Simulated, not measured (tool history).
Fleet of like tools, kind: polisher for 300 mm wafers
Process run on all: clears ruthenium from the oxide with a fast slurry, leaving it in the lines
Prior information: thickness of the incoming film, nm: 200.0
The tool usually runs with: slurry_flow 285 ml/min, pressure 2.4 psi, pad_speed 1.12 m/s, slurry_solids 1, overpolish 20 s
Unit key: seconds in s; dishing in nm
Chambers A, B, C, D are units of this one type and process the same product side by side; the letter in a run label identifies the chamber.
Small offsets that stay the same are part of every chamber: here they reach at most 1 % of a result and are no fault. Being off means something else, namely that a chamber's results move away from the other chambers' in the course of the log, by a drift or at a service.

-- hour=0.5 chamber C: worn pad replaced by a new one
run 1B hour=8.6 | slurry_flow=285 pressure=2.4 pad_speed=1.12 slurry_solids=1 overpolish=20 | seconds=49.21 dishing=58.813
run 2A hour=18.6 | slurry_flow=285 pressure=2.4 pad_speed=1.12 slurry_solids=1 overpolish=20 | seconds=48.933 dishing=58.004
run 3C hour=32.4 | slurry_flow=285 pressure=2.4 pad_speed=1.12 slurry_solids=1 overpolish=20 | seconds=49.272 dishing=57.66
run 4D hour=38.9 | slurry_flow=285 pressure=2.4 pad_speed=1.12 slurry_solids=1 overpolish=20 | seconds=48.941 dishing=57.741
run 5B hour=48.7 | slurry_flow=285 pressure=2.8 pad_speed=1.12 slurry_solids=1 overpolish=20 | seconds=42.521 dishing=64.802
run 6C hour=57.1 | slurry_flow=285 pressure=2.8 pad_speed=1.12 slurry_solids=1 overpolish=20 | seconds=42.012 dishing=64.323
run 7A hour=63.9 | slurry_flow=285 pressure=2.8 pad_speed=1.12 slurry_solids=1 overpolish=20 | seconds=42.331 dishing=67.398
-- hour=69.6 chamber B: worn pad replaced by a new one
-- hour=70.3 chamber A: worn pad replaced by a new one
run 8D hour=76.6 | slurry_flow=285 pressure=2.8 pad_speed=1.12 slurry_solids=1 overpolish=20 | seconds=42.333 dishing=65.406
run 9A hour=85.3 | slurry_flow=285 pressure=2.4 pad_speed=1.12 slurry_solids=1 overpolish=20 | seconds=49.768 dishing=58.049
-- hour=86.1 chamber D: worn pad replaced by a new one
-- hour=97 chamber C: worn pad replaced by a new one
run 10C hour=98.4 | slurry_flow=285 pressure=2.4 pad_speed=1.12 slurry_solids=1 overpolish=20 | seconds=49.656 dishing=57.424
run 11D hour=112.4 | slurry_flow=285 pressure=2.4 pad_speed=1.12 slurry_solids=1 overpolish=20 | seconds=48.737 dishing=58.12
run 12B hour=120.7 | slurry_flow=285 pressure=2.4 pad_speed=1.12 slurry_solids=1 overpolish=20 | seconds=49.35 dishing=57.54
-- hour=120.8 chamber D: head pressure recalibrated
run 13A hour=130.5 | slurry_flow=210 pressure=2.4 pad_speed=1.12 slurry_solids=1 overpolish=26 | seconds=51.76 dishing=68.838
run 14D hour=141.4 | slurry_flow=210 pressure=2.4 pad_speed=1.12 slurry_solids=1 overpolish=26 | seconds=51.452 dishing=68.665
run 15C hour=153.6 | slurry_flow=210 pressure=2.4 pad_speed=1.12 slurry_solids=1 overpolish=26 | seconds=51.49 dishing=68.363
-- hour=155.8 chamber D: worn pad replaced by a new one
run 16B hour=167.5 | slurry_flow=210 pressure=2.4 pad_speed=1.12 slurry_solids=1 overpolish=26 | seconds=51.553 dishing=68.123
-- hour=170.2 chamber A: worn pad replaced by a new one
-- hour=174 chamber D: slurry blender recalibrated
run 17C hour=174.1 | slurry_flow=285 pressure=2.4 pad_speed=1.12 slurry_solids=1 overpolish=20 | seconds=49.79 dishing=56.774
run 18B hour=187.8 | slurry_flow=225 pressure=2.4 pad_speed=1.12 slurry_solids=1.25 overpolish=20 | seconds=46.081 dishing=60.918
-- hour=189.8 chamber C: worn pad replaced by a new one
-- hour=195.5 chamber B: worn pad replaced by a new one
run 19D hour=201.1 | slurry_flow=225 pressure=2.4 pad_speed=1.12 slurry_solids=1.25 overpolish=20 | seconds=46.402 dishing=61.4
run 20A hour=207.5 | slurry_flow=225 pressure=2.4 pad_speed=1.12 slurry_solids=1.25 overpolish=20 | seconds=46.344 dishing=61.88
-- hour=210.3 chamber A: slurry blender recalibrated
run 21A hour=215.7 | slurry_flow=225 pressure=2.4 pad_speed=1.12 slurry_solids=1.25 overpolish=20 | seconds=46.301 dishing=63.135
run 22B hour=224.9 | slurry_flow=285 pressure=2.4 pad_speed=1.12 slurry_solids=1 overpolish=20 | seconds=49.554 dishing=58.009
run 23D hour=234.2 | slurry_flow=285 pressure=2.4 pad_speed=1.12 slurry_solids=1 overpolish=20 | seconds=49.511 dishing=59.254
-- hour=239.6 chamber D: worn pad replaced by a new one
-- hour=242.9 chamber C: slurry blender recalibrated
run 24C hour=247.2 | slurry_flow=285 pressure=2.4 pad_speed=1.12 slurry_solids=1 overpolish=20 | seconds=49.064 dishing=57.381
run 25A hour=257.1 | slurry_flow=285 pressure=2.4 pad_speed=1.32 slurry_solids=1 overpolish=20 | seconds=41.77 dishing=66.97
run 26B hour=263.6 | slurry_flow=285 pressure=2.4 pad_speed=1.32 slurry_solids=1 overpolish=20 | seconds=42.547 dishing=63.899
-- hour=268.8 chamber B: head pressure recalibrated
run 27D hour=270.4 | slurry_flow=285 pressure=2.4 pad_speed=1.32 slurry_solids=1 overpolish=20 | seconds=42.373 dishing=66.215
-- hour=270.8 chamber C: worn pad replaced by a new one
run 28C hour=280.6 | slurry_flow=285 pressure=2.4 pad_speed=1.32 slurry_solids=1 overpolish=20 | seconds=41.914 dishing=65.56
-- hour=283.7 chamber A: worn pad replaced by a new one
run 29B hour=292.4 | slurry_flow=285 pressure=2.4 pad_speed=1.12 slurry_solids=1 overpolish=20 | seconds=49.371 dishing=57.363
run 30C hour=300.9 | slurry_flow=285 pressure=2.4 pad_speed=0.78 slurry_solids=1 overpolish=13 | seconds=70.759 dishing=29.655
run 31A hour=308.3 | slurry_flow=285 pressure=2.4 pad_speed=0.78 slurry_solids=1 overpolish=13 | seconds=70.232 dishing=30.863
-- hour=311.6 chamber D: worn pad replaced by a new one
run 32D hour=317.5 | slurry_flow=285 pressure=2.4 pad_speed=0.78 slurry_solids=1 overpolish=13 | seconds=70.528 dishing=29.71
run 33B hour=329.7 | slurry_flow=285 pressure=2.4 pad_speed=0.78 slurry_solids=1 overpolish=13 | seconds=71.572 dishing=29.763
run 34D hour=338.1 | slurry_flow=285 pressure=2.4 pad_speed=1.32 slurry_solids=1 overpolish=11 | seconds=41.992 dishing=40.746
run 35A hour=345.5 | slurry_flow=285 pressure=2.4 pad_speed=1.32 slurry_solids=1 overpolish=11 | seconds=42.195 dishing=41.158
-- hour=349.1 chamber B: worn pad replaced by a new one
-- hour=355.1 chamber C: worn pad replaced by a new one
run 36C hour=357.2 | slurry_flow=285 pressure=2.4 pad_speed=1.32 slurry_solids=1 overpolish=11 | seconds=41.461 dishing=40.372
-- hour=360.4 chamber A: slurry nozzle cleaned
run 37C hour=368.1 | slurry_flow=285 pressure=2.4 pad_speed=1.32 slurry_solids=1 overpolish=11 | seconds=41.82 dishing=41.068
run 38B hour=376.7 | slurry_flow=285 pressure=2.4 pad_speed=1.12 slurry_solids=1 overpolish=20 | seconds=49.179 dishing=57.545
-- hour=389.5 chamber D: worn pad replaced by a new one
run 39D hour=390.9 | slurry_flow=285 pressure=2.4 pad_speed=1.12 slurry_solids=1 overpolish=20 | seconds=50.153 dishing=58.079
-- hour=396.2 chamber A: worn pad replaced by a new one
run 40A hour=400.1 | slurry_flow=285 pressure=2.4 pad_speed=1.12 slurry_solids=1 overpolish=20 | seconds=49.744 dishing=57.298

Has any chamber moved away from the others, gradually or after a service, or does the common gauge drift, or do the chambers differ only by their own small steady offsets? State the chamber and the most likely cause if one applies.

No chamber is off and the gauge is stable; the differences are just each chamber's small, constant offset.

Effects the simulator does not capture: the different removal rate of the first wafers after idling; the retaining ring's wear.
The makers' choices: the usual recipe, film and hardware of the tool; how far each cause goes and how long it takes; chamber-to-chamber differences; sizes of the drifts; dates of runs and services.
